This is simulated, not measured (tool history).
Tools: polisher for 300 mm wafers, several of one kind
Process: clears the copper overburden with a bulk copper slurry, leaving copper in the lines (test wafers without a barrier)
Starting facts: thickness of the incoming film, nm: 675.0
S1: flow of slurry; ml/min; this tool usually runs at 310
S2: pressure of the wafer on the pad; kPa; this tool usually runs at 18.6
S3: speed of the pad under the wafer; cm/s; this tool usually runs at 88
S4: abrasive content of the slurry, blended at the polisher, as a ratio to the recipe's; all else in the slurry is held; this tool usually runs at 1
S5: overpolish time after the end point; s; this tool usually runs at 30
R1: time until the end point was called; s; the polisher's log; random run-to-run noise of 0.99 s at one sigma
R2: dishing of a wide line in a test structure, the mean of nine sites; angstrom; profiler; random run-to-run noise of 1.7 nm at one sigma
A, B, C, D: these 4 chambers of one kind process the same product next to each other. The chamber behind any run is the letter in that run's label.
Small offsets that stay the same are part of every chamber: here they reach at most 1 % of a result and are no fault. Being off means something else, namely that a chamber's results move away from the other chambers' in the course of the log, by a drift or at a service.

run,hour,S1,S2,S3,S4,S5,R1,R2
1B,8.1,310,18.6,88,1,30,76.690,1012.00
# hour 8.2: chamber D: slurry nozzle cleaned
2C,16.3,310,18.6,88,1,30,78.580,1002.40
3A,24.4,310,18.6,88,1,30,76.215,1014.70
4D,31.3,310,18.6,88,1,30,75.733,1017.00
5D,40.1,310,18.6,88,1,30,79.063,997.31
# hour 41.7: chamber A: slurry blender recalibrated
6A,45.3,310,15.2,88,1,30,93.053,898.78
7C,52.5,310,15.2,88,1,30,93.723,892.43
8B,61.1,310,15.2,88,1,30,94.561,867.27
# hour 62.2: chamber D: worn pad replaced by a new one
9A,68.2,310,15.2,88,1,30,93.425,866.48
10C,72.8,310,18.6,88,1,30,77.817,1021.40
11B,77.2,310,18.6,88,1,30,77.264,1026.30
12D,84.5,310,18.6,88,1,30,78.563,997.81
# hour 88.5: chamber B: worn pad replaced by a new one
13C,89.1,310,18.6,88,1,30,75.266,1018.60
# hour 95.3: chamber C: worn pad replaced by a new one
14B,95.4,310,18.6,88,1,30,77.730,1019.80
15A,100.0,310,18.6,88,1,30,76.559,1024.70
# hour 100.5: chamber B: slurry blender recalibrated
16D,107.1,310,18.6,88,1,30,78.027,1027.00
17C,111.8,220,18.6,74,1,30,94.157,941.53
# hour 115.4: chamber A: head pressure recalibrated
18B,120.6,220,18.6,74,1,30,94.505,920.97
19A,128.7,220,18.6,74,1,30,84.859,972.32
# hour 129.0: chamber A: worn pad replaced by a new one
20D,136.9,220,18.6,74,1,30,95.810,940.31
# hour 139.0: chamber B: slurry nozzle cleaned
21A,142.1,390,18.6,88,1,30,65.704,1070.90
# hour 142.4: chamber B: head pressure recalibrated
22C,148.6,390,18.6,88,1,30,75.813,1034.40
23B,153.2,390,18.6,88,1,30,73.498,1000.10
24D,161.6,390,18.6,88,1,30,76.812,1001.60
25B,167.1,310,18.6,88,1,30,77.158,1026.20
26A,172.1,310,18.6,88,1,30,67.863,1071.20
27C,178.5,310,18.6,88,1,30,76.305,1002.80
28D,187.3,345,18.6,88,1,30,75.375,1008.20
29A,196.1,345,18.6,88,1,30,68.697,1058.70
30C,202.2,345,18.6,88,1,30,76.396,1009.30
31D,208.4,345,18.6,88,1,30,78.165,999.41
# hour 214.2: chamber C: worn pad replaced by a new one
32B,216.4,310,18.6,88,1,30,75.483,1004.40
33B,223.8,310,18.6,88,1,30,76.651,1015.20
34A,229.2,310,20.7,88,1,30,61.770,1130.90
35C,236.2,310,20.7,88,1,30,68.685,1079.90
# hour 239.7: chamber D: worn pad replaced by a new one
36D,242.2,310,20.7,88,1,30,69.768,1072.70
37C,247.1,310,20.7,88,1,30,67.863,1055.70
38A,254.8,310,18.6,88,1,30,69.102,1066.60
39D,260.2,310,18.6,88,1,30,76.677,1017.80

Which is it: a chamber that has drifted or been left off by a service, a gauge drift common to all chambers, or only each chamber's usual small offset? If a chamber is off, name it and its likeliest cause.

A service left chamber A off against the others.
What lies behind it: head's pressure above its setpoint, % = 11.4.

Here are 4 candidates for chamber A's next run, each the usual settings with a change, their results left as question marks. Which one brings its results back in line with what the others give on the usual settings?
In line here means within this much of the mean the other chambers give on the usual settings: R1 3.500 s; R2 58.00 angstrom
40A-1,266.7,315,21.4,100,1,33,?,?
40A-2,266.7,305,16.5,78,1,28,?,?
40A-3,266.7,310,17.2,84,1,29,?,?
40A-4,266.7,310,20.0,92,1,31,?,?

What the other chambers average on the usual settings: R1 77.320 s; R2 1009.20 angstrom
run,R1,R2
40A-1,53.079,1226.40
40A-2,87.682,925.32
40A-3,78.165,994.83
40A-4,61.666,1142.70
It is 40A-3 that realigns the chamber with its peers.
